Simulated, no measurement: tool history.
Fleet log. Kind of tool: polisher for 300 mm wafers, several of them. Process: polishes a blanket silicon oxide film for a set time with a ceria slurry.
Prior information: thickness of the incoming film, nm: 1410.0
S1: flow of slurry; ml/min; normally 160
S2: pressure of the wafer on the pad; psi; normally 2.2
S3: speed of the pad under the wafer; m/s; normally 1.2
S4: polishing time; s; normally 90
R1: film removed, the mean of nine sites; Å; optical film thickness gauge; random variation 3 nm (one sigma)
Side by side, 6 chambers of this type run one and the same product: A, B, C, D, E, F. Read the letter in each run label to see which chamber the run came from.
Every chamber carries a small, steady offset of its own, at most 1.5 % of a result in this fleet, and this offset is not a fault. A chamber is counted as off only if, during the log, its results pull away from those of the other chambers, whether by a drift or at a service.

run   hour   S1   S2   S3   S4      R1
 1D    9.5  160  2.2  1.2   90  3101.9
 2A   17.4  160  2.2  1.2   90  3068.8
 3B   25.8  160  2.2  1.2   90  3078.2
      26.2  -- chamber B: worn pad replaced by a new one
      28.1  -- chamber D: worn pad replaced by a new one
 4E   36.9  160  2.2  1.2   90  3043.9
        40  -- chamber A: worn pad replaced by a new one
 5F   46.7  160  2.2  1.2   90  3100.2
      53.1  -- chamber C: worn pad replaced by a new one
 6C   54.9  160  2.2  1.2   90  3151.8
 7D     63  160  2.2  1.2   90  3137.8
 8B   69.9  160  2.2  1.2   90  3090.5
      79.4  -- chamber E: worn pad replaced by a new one
 9A   79.4  160  2.2  1.2   90  3058.6
10E   85.9  160  2.2  1.2   90  3066.5
11C   93.4  160  2.2  1.2   90  3168.2
12F  102.2  160  2.2  1.2   90  3118.5
13B    111  160  2.2  1.2   90  3123.1
       116  -- chamber B: worn pad replaced by a new one
14D  116.5  160  2.2  1.2   90  3071.7
15A    122  160  2.6  1.2  113  4584.6
     124.5  -- chamber A: worn pad replaced by a new one
16C  129.4  160  2.6  1.2  113  4699.8
     132.3  -- chamber D: worn pad replaced by a new one
17E  138.1  160  2.6  1.2  113  4566.3
     139.6  -- chamber F: slurry nozzle cleaned
     147.6  -- chamber F: worn pad replaced by a new one
18F  148.3  160  2.6  1.2  113  4603.8
     151.2  -- chamber B: slurry nozzle cleaned
19A  157.6  160  2.6  1.2  113  4600.3
20B  169.1  160  2.6  1.2  113  4631.1
21E  178.9  160  2.2  1.2   90  3014.2
     187.1  -- chamber A: head pressure recalibrated
22D  188.3  160  2.2  1.5   90    3851
23C  196.2  160  2.2  1.5   90  3973.8
       197  -- chamber D: slurry nozzle cleaned
     202.4  -- chamber C: worn pad replaced by a new one
24F  205.5  160  2.2  1.5   90  3781.3
     211.6  -- chamber A: worn pad replaced by a new one
     212.2  -- chamber B: worn pad replaced by a new one
25B  214.3  160  2.2  1.5   90  3885.2
     219.2  -- chamber E: worn pad replaced by a new one
26A  222.7  160  2.2  1.5   90  3749.5
27F  228.1  160  2.2  1.5   90  3885.6
     235.1  -- chamber E: head pressure recalibrated
28E  235.9  160  2.2  1.2   90  3026.9
     238.3  -- chamber D: worn pad replaced by a new one
       239  -- chamber F: head pressure recalibrated
29D  244.8  160  2.2  1.2   90  3066.6
30C  254.9  160  2.2  1.2   90  3171.2
31D  266.1  160  2.2  1.2   90  3124.3
32B  274.7  160  2.2  1.2   90  3052.3
33E  285.7  160  2.2  1.2   90  3063.4
     292.2  -- chamber B: worn pad replaced by a new one
34F  295.1  160  2.2  1.2   90  3089.3
35A    304  160  2.2  1.2   90    3089
     304.4  -- chamber A: worn pad replaced by a new one
36C  310.7  135  2.2  1.2   90  3028.3
     312.4  -- chamber F: worn pad replaced by a new one
     319.9  -- chamber D: worn pad replaced by a new one
37E    320  135  2.2  1.2   90  2930.7
38F  331.7  135  2.2  1.2   90  2994.1
     339.8  -- chamber C: worn pad replaced by a new one
39C  341.4  135  2.2  1.2   90  3036.4
40A  350.4  135  2.2  1.2   90  2974.8
41D    359  135  2.2  1.2   90  3071.5
42B  367.1  160  2.2  1.2   90  3048.5
43B  373.5  160  2.2  1.2   90  3084.8

Next, all 6 chambers run the settings below, one line each with question marks for the results. What does each chamber give?
44A  382.1  125  2.2  1.2  90   ?
44B  382.1  125  2.2  1.2  90   ?
44C  382.1  125  2.2  1.2  90   ?
44D  382.1  125  2.2  1.2  90   ?
44E  382.1  125  2.2  1.2  90   ?
44F  382.1  125  2.2  1.2  90   ?

run      R1
44A  2920.3
44B    2982
44C  2986.7
44D  3027.9
44E  2916.6
44F  2965.3
